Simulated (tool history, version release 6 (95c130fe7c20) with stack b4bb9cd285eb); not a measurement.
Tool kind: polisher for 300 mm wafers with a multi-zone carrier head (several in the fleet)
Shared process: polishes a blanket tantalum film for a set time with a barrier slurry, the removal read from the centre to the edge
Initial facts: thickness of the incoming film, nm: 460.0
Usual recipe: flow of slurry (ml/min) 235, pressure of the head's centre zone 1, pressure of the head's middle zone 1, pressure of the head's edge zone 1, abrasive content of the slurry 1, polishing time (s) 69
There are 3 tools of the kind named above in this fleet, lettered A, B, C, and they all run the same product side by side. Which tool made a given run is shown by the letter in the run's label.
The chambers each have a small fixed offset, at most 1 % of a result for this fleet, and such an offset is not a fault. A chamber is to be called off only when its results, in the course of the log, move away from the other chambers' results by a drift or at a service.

run   hour  flow of slurry (ml/min)  pressure of the head's centre zone  pressure of the head's middle zone  pressure of the head's edge zone  abrasive content of the slurry  polishing time (s)  film removed at the wafer's centre (nm)  film removed at mid-radius (nm)  film removed at the wafer's edge (nm)
 1C    8.2                      235                                   1                                   1                                 1                               1                  69                                   107.72                              108                                 106.81
 2B   17.3                      235                                   1                                   1                                 1                               1                  69                                   105.56                           108.33                                 109.47
      18.9  -- chamber A: slurry nozzle cleaned
 3A   21.6                      235                                   1                                   1                                 1                               1                  69                                   107.03                           107.48                                 106.25
      21.8  -- chamber A: worn pad replaced by a new one
 4B   27.6                      235                                   1                                   1                                 1                               1                  69                                   107.13                           106.84                                    108
 5C   34.9                      235                                   1                                   1                                 1                               1                  69                                    106.8                           106.85                                 105.54
 6A   43.3                      235                                   1                                   1                                 1                               1                  69                                   106.91                           110.17                                 106.92
      47.3  -- chamber C: worn pad replaced by a new one
 7A   51.7                      235                                   1                                   1                                 1                               1                  69                                   106.61                           105.48                                 106.72
 8C   59.2                      270                                   1                                   1                                 1                               1                  48                                   75.003                           76.959                                 75.571
 9B   68.1                      270                                   1                                   1                                 1                               1                  48                                   73.882                           74.924                                 75.938
10A   76.1                      270                                   1                                   1                                 1                               1                  48                                   76.126                            77.11                                 74.729
11B   82.1                      235                                   1                                   1                                 1                               1                  69                                   104.85                            104.9                                 106.19
12C   87.7                      235                                   1                                   1                                 1                               1                  69                                   108.92                           107.17                                 106.07
13B   92.2                      235                                   1                                   1                                 1                               1                  69                                   108.32                           107.08                                 107.78
14A     98                      235                                   1                                   1                                 1                               1                  69                                   106.41                           106.57                                 105.84
     101.7  -- chamber B: worn pad replaced by a new one
15C  102.6                      235                                   1                                   1                                 1                               1                  69                                   110.73                           107.75                                 106.69
     105.7  -- chamber B: slurry nozzle cleaned
16B  110.8                      235                                   1                                   1                                 1                               1                  78                                   120.76                           120.64                                 119.55
17C    116                      235                                   1                                   1                                 1                               1                  78                                   125.88                              122                                 120.33
     116.1  -- chamber A: worn pad replaced by a new one
18A  123.3                      235                                   1                                   1                                 1                               1                  78                                   119.42                           121.38                                 121.37
     126.7  -- chamber C: worn pad replaced by a new one
19A  129.1                      235                                   1                                   1                                 1                               1                  69                                   108.21                           108.75                                 108.25
20B  134.6                      235                                   1                                   1                                 1                               1                  69                                   107.72                           105.81                                 107.07
21C  139.8                      235                                   1                                   1                                 1                               1                  69                                   115.32                            106.5                                 107.23
22C  146.5                      235                                   1                                   1                                 1                               1                  69                                   114.95                           106.17                                 106.68
23B  151.3                      235                                   1                                   1                                 1                               1                  69                                   107.01                           106.44                                 107.56
24A  159.7                      235                                   1                                   1                                 1                               1                  69                                   106.43                           105.04                                 107.08

Read the log: is a single chamber off, either drifting away or since a service, is the gauge that measures every chamber drifting, or is nothing wrong beyond small per-chamber offsets? Name any odd chamber and what most likely caused it.

One chamber, C, drifts off from the rest bit by bit.
Cause: centre zone's pressure above its setpoint, % = 8.45.

Which of the 4 candidates below, each the usual settings with something changed and its results left as question marks, puts chamber C back in line with what the other chambers give on the usual settings?
To be in line, a result may differ from the other chambers' mean on the usual settings by at most: film removed at the wafer's centre (nm) 3.4; film removed at mid-radius (nm) 5; film removed at the wafer's edge (nm) 4.6
25C-1  166.5                      230                                0.93                                1.01                              1.02                               1                  68                                        ?                                ?                                      ?
25C-2  166.5                      245                                1.13                                0.98                              0.95                               1                  71                                        ?                                ?                                      ?
25C-3  166.5                      240                                1.07                                0.99                              0.98                               1                  70                                        ?                                ?                                      ?
25C-4  166.5                      225                                0.88                                1.02                              1.04                               1                  68                                        ?                                ?                                      ?

The other chambers' mean on the usual settings: film removed at the wafer's centre (nm) 106.49; film removed at mid-radius (nm) 107.26; film removed at the wafer's edge (nm) 107.02
  run  film removed at the wafer's centre (nm)  film removed at mid-radius (nm)  film removed at the wafer's edge (nm)
25C-1                                   104.98                           106.03                                  106.6
25C-2                                   136.98                           108.45                                    108
25C-3                                   126.89                           107.67                                 107.96
25C-4                                   98.395                           106.71                                 107.45
25C-1 puts the chamber back in line with the other chambers.

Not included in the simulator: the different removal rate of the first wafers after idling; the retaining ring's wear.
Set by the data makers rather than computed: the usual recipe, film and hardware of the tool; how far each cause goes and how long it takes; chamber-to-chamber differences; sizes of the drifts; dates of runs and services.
